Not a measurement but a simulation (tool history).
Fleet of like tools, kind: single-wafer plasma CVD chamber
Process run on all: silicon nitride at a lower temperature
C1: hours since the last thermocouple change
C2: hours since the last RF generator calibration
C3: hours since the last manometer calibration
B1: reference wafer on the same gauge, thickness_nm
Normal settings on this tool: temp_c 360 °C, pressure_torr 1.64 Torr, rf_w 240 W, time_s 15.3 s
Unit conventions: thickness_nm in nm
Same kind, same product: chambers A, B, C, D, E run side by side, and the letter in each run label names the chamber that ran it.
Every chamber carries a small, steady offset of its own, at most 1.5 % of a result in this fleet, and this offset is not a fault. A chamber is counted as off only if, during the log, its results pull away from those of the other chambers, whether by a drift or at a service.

At hour 8: chamber C: capacitance manometer re-zeroed and calibrated.
Run 1C, hour 10.1: usual settings; C1 923.4; C2 1795.2; C3 2.1; B1 18.304. Result: thickness_nm 15.238 nm.
Run 2B, hour 17.5: usual settings; C1 113.5; C2 374.2; C3 158.4; B1 18.286. Result: thickness_nm 15.564 nm.
Run 3E, hour 28.5: usual settings; C1 209.6; C2 1445.4; C3 301; B1 18.288. Result: thickness_nm 15.369 nm.
Run 4A, hour 37.6: usual settings; C1 1884.1; C2 272.1; C3 194.9; B1 18.294. Result: thickness_nm 15.466 nm.
Run 5D, hour 46.4: usual settings; C1 248.9; C2 465; C3 1188.8; B1 18.286. Result: thickness_nm 15.561 nm.
Run 6E, hour 52.8: usual settings; C1 233.9; C2 1469.7; C3 325.3; B1 18.275. Result: thickness_nm 15.365 nm.
Run 7D, hour 58.3: usual settings; C1 260.8; C2 476.9; C3 1200.7; B1 18.307. Result: thickness_nm 15.712 nm.
Run 8C, hour 70.4: usual settings but temp_c 351 °C, time_s 17.7 s; C1 983.7; C2 1855.5; C3 62.4; B1 18.324. Result: thickness_nm 17.589 nm.
Run 9A, hour 79: usual settings but temp_c 351 °C, time_s 17.7 s; C1 1925.5; C2 313.5; C3 236.3; B1 18.296. Result: thickness_nm 17.877 nm.
Run 10B, hour 89: usual settings but temp_c 351 °C, time_s 17.7 s; C1 185; C2 445.7; C3 229.9; B1 18.292. Result: thickness_nm 18.198 nm.
Run 11B, hour 100.1: usual settings but temp_c 351 °C, time_s 17.7 s; C1 196.1; C2 456.8; C3 241; B1 18.293. Result: thickness_nm 17.969 nm.
Run 12E, hour 106.5: usual settings but temp_c 351 °C, time_s 17.7 s; C1 287.6; C2 1523.4; C3 379; B1 18.29. Result: thickness_nm 17.676 nm.
Run 13D, hour 117.4: usual settings; C1 319.9; C2 536; C3 1259.8; B1 18.295. Result: thickness_nm 15.798 nm.
At hour 122.4: chamber C: RF generator calibrated.
Run 14A, hour 124.3: usual settings; C1 1970.8; C2 358.8; C3 281.6; B1 18.284. Result: thickness_nm 15.357 nm.
Run 15C, hour 135.9: usual settings; C1 1049.2; C2 13.6; C3 127.9; B1 18.303. Result: thickness_nm 15.344 nm.
Run 16A, hour 144.7: usual settings; C1 1991.2; C2 379.2; C3 302; B1 18.3. Result: thickness_nm 15.42 nm.
Run 17C, hour 152.1: usual settings; C1 1065.4; C2 29.8; C3 144.1; B1 18.282. Result: thickness_nm 15.285 nm.
Run 18E, hour 163: usual settings; C1 344.1; C2 1579.9; C3 435.5; B1 18.309. Result: thickness_nm 15.163 nm.
Run 19D, hour 173.2: usual settings but temp_c 367 °C, pressure_torr 1.27 Torr; C1 375.7; C2 591.8; C3 1315.6; B1 18.305. Result: thickness_nm 14.485 nm.
Run 20B, hour 183.6: usual settings but temp_c 367 °C, pressure_torr 1.27 Torr; C1 279.6; C2 540.3; C3 324.5; B1 18.301. Result: thickness_nm 14.516 nm.
Run 21C, hour 191.9: usual settings but temp_c 367 °C, pressure_torr 1.27 Torr; C1 1105.2; C2 69.6; C3 183.9; B1 18.32. Result: thickness_nm 14.19 nm.
Run 22E, hour 202.8: usual settings but temp_c 367 °C, pressure_torr 1.27 Torr; C1 383.9; C2 1619.7; C3 475.3; B1 18.287. Result: thickness_nm 13.86 nm.
Run 23B, hour 214.5: usual settings but temp_c 367 °C, pressure_torr 1.27 Torr; C1 310.5; C2 571.2; C3 355.4; B1 18.304. Result: thickness_nm 14.44 nm.
Run 24A, hour 227.1: usual settings; C1 2073.6; C2 461.6; C3 384.4; B1 18.296. Result: thickness_nm 15.445 nm.
Run 25D, hour 234.1: usual settings but time_s 16.8 s; C1 436.6; C2 652.7; C3 1376.5; B1 18.299. Result: thickness_nm 17.067 nm.
Run 26C, hour 244.4: usual settings but time_s 16.8 s; C1 1157.7; C2 122.1; C3 236.4; B1 18.304. Result: thickness_nm 16.699 nm.
Run 27E, hour 256.4: usual settings but time_s 16.8 s; C1 437.5; C2 1673.3; C3 528.9; B1 18.308. Result: thickness_nm 16.359 nm.
Run 28D, hour 265: usual settings but time_s 16.8 s; C1 467.5; C2 683.6; C3 1407.4; B1 18.283. Result: thickness_nm 17.212 nm.
Run 29A, hour 277.5: usual settings but time_s 16.8 s; C1 2124; C2 512; C3 434.8; B1 18.293. Result: thickness_nm 17.007 nm.
Run 30B, hour 289.2: usual settings; C1 385.2; C2 645.9; C3 430.1; B1 18.292. Result: thickness_nm 15.497 nm.
Run 31D, hour 299.6: usual settings; C1 502.1; C2 718.2; C3 1442; B1 18.299. Result: thickness_nm 15.647 nm.
Run 32E, hour 306.4: usual settings but temp_c 354 °C, time_s 17.6 s; C1 487.5; C2 1723.3; C3 578.9; B1 18.286. Result: thickness_nm 17.047 nm.
Run 33C, hour 313.7: usual settings but temp_c 354 °C, time_s 17.6 s; C1 1227; C2 191.4; C3 305.7; B1 18.294. Result: thickness_nm 17.677 nm.
Run 34A, hour 323.1: usual settings but temp_c 354 °C, time_s 17.6 s; C1 2169.6; C2 557.6; C3 480.4; B1 18.312. Result: thickness_nm 17.704 nm.
Run 35B, hour 329.3: usual settings but temp_c 354 °C, time_s 17.6 s; C1 425.3; C2 686; C3 470.2; B1 18.308. Result: thickness_nm 17.902 nm.
Run 36D, hour 339.8: usual settings but temp_c 354 °C, time_s 17.6 s; C1 542.3; C2 758.4; C3 1482.2; B1 18.299. Result: thickness_nm 18.205 nm.
Run 37E, hour 347.6: usual settings but pressure_torr 1.49 Torr, rf_w 255 W; C1 528.7; C2 1764.5; C3 620.1; B1 18.3. Result: thickness_nm 14.927 nm.
Run 38C, hour 359.8: usual settings but pressure_torr 1.49 Torr, rf_w 255 W; C1 1273.1; C2 237.5; C3 351.8; B1 18.314. Result: thickness_nm 15.339 nm.
Run 39A, hour 370.2: usual settings but pressure_torr 1.49 Torr, rf_w 255 W; C1 2216.7; C2 604.7; C3 527.5; B1 18.286. Result: thickness_nm 15.782 nm.
Run 40B, hour 376.3: usual settings but pressure_torr 1.49 Torr, rf_w 255 W; C1 472.3; C2 733; C3 517.2; B1 18.303. Result: thickness_nm 15.653 nm.
Run 41E, hour 384.3: usual settings but pressure_torr 1.49 Torr, rf_w 255 W; C1 565.4; C2 1801.2; C3 656.8; B1 18.287. Result: thickness_nm 14.871 nm.
Run 42C, hour 393.6: usual settings; C1 1306.9; C2 271.3; C3 385.6; B1 18.296. Result: thickness_nm 15.269 nm.
Run 43D, hour 400.5: usual settings; C1 603; C2 819.1; C3 1542.9; B1 18.293. Result: thickness_nm 15.634 nm.
Run 44B, hour 407: usual settings; C1 503; C2 763.7; C3 547.9; B1 18.297. Result: thickness_nm 15.614 nm.

Does one chamber stand apart from the rest, does the shared gauge drift, or is all well apart from small per-chamber offsets? Give the chamber and the most likely cause, where there is one.

It is chamber E that slowly wanders off from its peers.
Cause: delivered RF power below the setpoint (%) = 7.55.

Which of the 4 candidates below, each the usual settings with something changed and its results left as question marks, puts chamber E back in line with what the other chambers give on the usual settings?
In-line tolerance around the mean of the other chambers on the usual settings: thickness_nm 0.23 nm
Run 45E-1, hour 416: usual settings but pressure_torr 1.61 Torr, rf_w 235 W, time_s 14.7 s. Result: thickness_nm ?.
Run 45E-2, hour 416: usual settings but pressure_torr 1.66 Torr, rf_w 245 W, time_s 15.6 s. Result: thickness_nm ?.
Run 45E-3, hour 416: usual settings but time_s 16.3 s. Result: thickness_nm ?.
Run 45E-4, hour 416: usual settings but temp_c 361 °C, pressure_torr 1.44 Torr. Result: thickness_nm ?.

Mean of the other chambers on the usual settings: thickness_nm 15.46 nm
  run  thickness_nm
45E-1        13.629
45E-2        15.054
45E-3        15.433
45E-4        13.946
45E-3 is the one that brings the chamber's results back in line with the other chambers.

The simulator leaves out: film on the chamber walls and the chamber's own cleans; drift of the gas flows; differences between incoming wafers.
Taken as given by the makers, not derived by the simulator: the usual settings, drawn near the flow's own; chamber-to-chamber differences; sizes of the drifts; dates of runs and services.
